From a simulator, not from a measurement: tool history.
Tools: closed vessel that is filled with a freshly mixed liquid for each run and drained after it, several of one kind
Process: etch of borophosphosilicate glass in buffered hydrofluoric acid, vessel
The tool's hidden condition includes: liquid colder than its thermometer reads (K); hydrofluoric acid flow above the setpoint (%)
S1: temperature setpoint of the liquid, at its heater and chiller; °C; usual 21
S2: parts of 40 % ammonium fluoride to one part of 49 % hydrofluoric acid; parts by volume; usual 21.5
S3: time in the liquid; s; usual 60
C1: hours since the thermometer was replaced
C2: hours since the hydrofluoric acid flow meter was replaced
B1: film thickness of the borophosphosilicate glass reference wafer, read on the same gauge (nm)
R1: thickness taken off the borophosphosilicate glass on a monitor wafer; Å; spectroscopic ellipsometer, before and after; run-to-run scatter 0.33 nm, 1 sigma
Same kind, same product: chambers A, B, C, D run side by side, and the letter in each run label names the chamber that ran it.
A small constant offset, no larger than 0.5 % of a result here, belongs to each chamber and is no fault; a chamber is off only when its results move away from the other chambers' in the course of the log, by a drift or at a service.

run	hour	S1	S2	S3	C1	C2	B1	R1
1C	2.8	21	21.5	60	1492.4	767	89.982	332.34
2B	5.1	21	21.5	60	60.8	106.8	90.012	328.97
3D	8.7	21	21.5	60	55	1083.3	90.003	333.47
4A	12.8	21	21.5	60	768.6	382.4	89.991	333.7
5A	16.6	21	21.5	60	772.4	386.2	89.979	328.9
6C	18.6	21	21.5	60	1508.2	782.8	90.013	337.66
7B	20.9	21	21.5	60	76.6	122.6	90.006	330.52
8D	23.9	21	21.5	60	70.2	1098.5	89.986	336.23
9A	27	21	21.5	60	782.8	396.6	89.993	334.04
10B	29.3	21	16	40	85	131	89.985	280.92
11C	31.4	21	16	40	1521	795.6	89.994	288.85
12D	34.9	21	16	40	81.2	1109.5	90.014	290.18
13B	38.7	21	16	40	94.4	140.4	89.986	289.26
14A	41.4	21	21.5	60	797.2	411	89.997	340.92
15C	44.8	17	21.5	40	1534.4	809	89.991	174.99
16D	46.8	17	21.5	40	93.1	1121.4	90.011	175.18
17C	49	17	21.5	40	1538.6	813.2	89.995	178.45
18A	53	17	21.5	40	808.8	422.6	89.972	179.91
19D	55.4	21	21.5	60	101.7	1130	90.003	329.27
# hour 56.8: chamber A: thermometer replaced
20B	57.9	21	21.5	60	113.6	159.6	90.004	329.75
21D	61.7	21	21.5	60	108	1136.3	89.995	327.28
22C	65.5	21	21.5	60	1555.1	829.7	89.983	326.64
23B	67.9	21	21.5	60	123.6	169.6	89.994	324.15
24A	71.5	21	21.5	60	14.7	441.1	89.998	351.66
25B	74.3	23	21.5	60	130	176	89.993	363.7
26C	76.2	23	21.5	60	1565.8	840.4	89.988	366.85
27D	79	23	21.5	60	125.3	1153.6	90.014	363.09
28A	83.2	23	21.5	60	26.4	452.8	90.008	390.98
29B	87.2	21	21.5	60	142.9	188.9	89.989	325.43
30D	89.3	21	21.5	60	135.6	1163.9	89.98	333.25
31A	91.9	21	21.5	60	35.1	461.5	90.02	350.33
32C	94.6	21	21.5	60	1584.2	858.8	90.005	330.4

Decide between three cases: one chamber stands off from its peers, the gauge reading all wafers drifts, or nothing is wrong past each chamber's small offset. Where a chamber is off, say which and what most likely put it there.

One chamber, A, drifts off from the rest bit by bit.
Most likely cause: hydrofluoric acid flow above the setpoint (%) = 10.7.

Which of the 4 candidates below, each the usual settings with something changed and its results left as question marks, puts chamber A back in line with what the other chambers give on the usual settings?
In line here means within this much of the mean the other chambers give on the usual settings: R1 11 Å
33A-1	97.8	21.5	20.5	60				?
33A-2	97.8	20.5	22	55				?
33A-3	97.8	19.5	21.5	60				?
33A-4	97.8	23.5	21.5	60				?

The other chambers' mean on the usual settings: R1 329.18 Å
run	R1
33A-1	384.57
33A-2	311.08
33A-3	328.23
33A-4	409.72
It is 33A-3 that realigns the chamber with its peers.
